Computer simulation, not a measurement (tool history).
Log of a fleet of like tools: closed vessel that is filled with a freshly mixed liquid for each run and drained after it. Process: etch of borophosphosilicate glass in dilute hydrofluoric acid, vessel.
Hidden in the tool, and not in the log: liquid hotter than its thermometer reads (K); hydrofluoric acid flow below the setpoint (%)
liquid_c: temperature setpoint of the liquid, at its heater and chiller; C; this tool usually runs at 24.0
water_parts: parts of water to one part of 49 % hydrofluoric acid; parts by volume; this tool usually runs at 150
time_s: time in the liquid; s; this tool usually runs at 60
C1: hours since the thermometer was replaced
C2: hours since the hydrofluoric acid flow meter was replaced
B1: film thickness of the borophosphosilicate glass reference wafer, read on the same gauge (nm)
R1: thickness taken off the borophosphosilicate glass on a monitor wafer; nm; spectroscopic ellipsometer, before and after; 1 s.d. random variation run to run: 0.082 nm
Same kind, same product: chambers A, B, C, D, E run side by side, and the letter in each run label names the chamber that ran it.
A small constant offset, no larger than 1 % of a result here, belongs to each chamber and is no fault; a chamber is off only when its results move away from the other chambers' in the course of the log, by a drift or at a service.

Run 1B, hour 6.7: usual settings; C1 226.8; C2 370.8; B1 120.01. Result: R1 14.5580 nm.
Run 2E, hour 16.4: usual settings; C1 1082.4; C2 125.7; B1 119.99. Result: R1 14.6740 nm.
Run 3D, hour 27.1: usual settings; C1 139.7; C2 321.3; B1 119.98. Result: R1 14.5850 nm.
Run 4A, hour 36.9: usual settings; C1 254.5; C2 720.2; B1 119.97. Result: R1 14.3760 nm.
Run 5C, hour 49.2: usual settings; C1 460.7; C2 796.7; B1 120.00. Result: R1 14.6440 nm.
Run 6C, hour 56.9: usual settings; C1 468.4; C2 804.4; B1 119.99. Result: R1 14.6290 nm.
Run 7B, hour 69.7: usual settings; C1 289.8; C2 433.8; B1 120.00. Result: R1 14.6390 nm.
Run 8E, hour 76.3: usual settings; C1 1142.3; C2 185.6; B1 120.01. Result: R1 14.5620 nm.
At hour 79.3: chamber B: hydrofluoric acid flow meter replaced.
Run 9A, hour 89.5: usual settings but liquid_c 27.0 C; C1 307.1; C2 772.8; B1 120.01. Result: R1 16.2130 nm.
Run 10D, hour 98.0: usual settings but liquid_c 27.0 C; C1 210.6; C2 392.2; B1 120.02. Result: R1 16.3090 nm.
Run 11B, hour 106.1: usual settings but liquid_c 27.0 C; C1 326.2; C2 26.8; B1 120.00. Result: R1 16.2980 nm.
Run 12D, hour 116.5: usual settings but liquid_c 27.0 C; C1 229.1; C2 410.7; B1 120.01. Result: R1 16.2770 nm.
Run 13E, hour 129.2: usual settings but liquid_c 27.0 C; C1 1195.2; C2 238.5; B1 120.00. Result: R1 16.4460 nm.
Run 14A, hour 141.5: usual settings but water_parts 215 parts by volume; C1 359.1; C2 824.8; B1 120.00. Result: R1 9.4552 nm.
Run 15C, hour 153.8: usual settings but water_parts 215 parts by volume; C1 565.3; C2 901.3; B1 120.00. Result: R1 9.5336 nm.
Run 16A, hour 163.0: usual settings but water_parts 215 parts by volume; C1 380.6; C2 846.3; B1 119.99. Result: R1 9.3991 nm.
Run 17E, hour 170.9: usual settings but water_parts 215 parts by volume; C1 1236.9; C2 280.2; B1 120.02. Result: R1 9.4812 nm.
Run 18C, hour 183.7: usual settings but water_parts 215 parts by volume; C1 595.2; C2 931.2; B1 120.00. Result: R1 9.4856 nm.
Run 19B, hour 194.5: usual settings; C1 414.6; C2 115.2; B1 119.99. Result: R1 14.5980 nm.
Run 20D, hour 204.0: usual settings; C1 316.6; C2 498.2; B1 119.99. Result: R1 14.7470 nm.
Run 21A, hour 211.7: usual settings; C1 429.3; C2 895.0; B1 120.00. Result: R1 14.2460 nm.
Run 22E, hour 222.6: usual settings; C1 1288.6; C2 331.9; B1 119.99. Result: R1 14.6750 nm.
Run 23C, hour 236.2: usual settings; C1 647.7; C2 983.7; B1 120.00. Result: R1 14.6100 nm.
Run 24D, hour 247.8: usual settings; C1 360.4; C2 542.0; B1 120.00. Result: R1 14.6380 nm.
Run 25B, hour 256.2: usual settings but liquid_c 26.0 C, time_s 95 s; C1 476.3; C2 176.9; B1 120.01. Result: R1 24.9270 nm.
At hour 258.8: chamber E: thermometer replaced.
Run 26A, hour 270.0: usual settings but liquid_c 26.0 C, time_s 95 s; C1 487.6; C2 953.3; B1 119.99. Result: R1 24.0190 nm.
Run 27C, hour 283.1: usual settings but liquid_c 26.0 C, time_s 95 s; C1 694.6; C2 1030.6; B1 120.00. Result: R1 24.7480 nm.
Run 28B, hour 297.8: usual settings but liquid_c 26.0 C, time_s 95 s; C1 517.9; C2 218.5; B1 119.99. Result: R1 24.5850 nm.
Run 29D, hour 305.2: usual settings but liquid_c 26.0 C, time_s 95 s; C1 417.8; C2 599.4; B1 120.02. Result: R1 25.0530 nm.
Run 30E, hour 312.3: usual settings; C1 53.6; C2 421.6; B1 120.01. Result: R1 14.6660 nm.
Run 31C, hour 322.0: usual settings; C1 733.5; C2 1069.5; B1 120.01. Result: R1 14.4190 nm.
Run 32E, hour 331.2: usual settings; C1 72.5; C2 440.5; B1 120.00. Result: R1 14.4920 nm.
Run 33A, hour 343.9: usual settings; C1 561.5; C2 1027.2; B1 120.00. Result: R1 13.6060 nm.
Run 34B, hour 351.1: usual settings; C1 571.2; C2 271.8; B1 120.01. Result: R1 14.4070 nm.
Run 35D, hour 364.4: usual settings but liquid_c 27.5 C, water_parts 85 parts by volume; C1 477.0; C2 658.6; B1 120.00. Result: R1 32.5160 nm.
Run 36E, hour 378.5: usual settings but liquid_c 27.5 C, water_parts 85 parts by volume; C1 119.8; C2 487.8; B1 120.00. Result: R1 31.7510 nm.
Run 37C, hour 387.6: usual settings but liquid_c 27.5 C, water_parts 85 parts by volume; C1 799.1; C2 1135.1; B1 119.99. Result: R1 31.8510 nm.
Run 38A, hour 396.2: usual settings but liquid_c 27.5 C, water_parts 85 parts by volume; C1 613.8; C2 1079.5; B1 120.00. Result: R1 29.9300 nm.

What goes on in this fleet: one chamber off, a drifting gauge, or nothing beyond the chambers' own small offsets? Name the chamber and the cause, if any.

Chamber A drifts away from the others.
What lies behind it: hydrofluoric acid flow below the setpoint (%) = 6.77.
The log might look much the same if the cause were instead: liquid colder than its thermometer reads (K).

Chamber A could run next with any of the 4 candidate recipes listed below; each alters the usual settings, and their results appear as question marks. Which one brings its results back in line with what the other chambers deliver on the usual settings?
Counts as in line when no further than this from what the other chambers average on the usual settings: R1 0.2900 nm
Run 39A-1, hour 406.9: usual settings but liquid_c 24.5 C, water_parts 140 parts by volume, time_s 65 s. Result: R1 ?.
Run 39A-2, hour 406.9: usual settings but time_s 55 s. Result: R1 ?.
Run 39A-3, hour 406.9: usual settings but liquid_c 26.5 C. Result: R1 ?.
Run 39A-4, hour 406.9: usual settings but liquid_c 23.5 C, water_parts 160 parts by volume, time_s 55 s. Result: R1 ?.

Average result of the remaining chambers running the usual settings: R1 14.5980 nm
  run       R1
39A-1  16.0210
39A-2  12.2570
39A-3  14.6880
39A-4  11.1360
It is 39A-3 that realigns the chamber with its peers.

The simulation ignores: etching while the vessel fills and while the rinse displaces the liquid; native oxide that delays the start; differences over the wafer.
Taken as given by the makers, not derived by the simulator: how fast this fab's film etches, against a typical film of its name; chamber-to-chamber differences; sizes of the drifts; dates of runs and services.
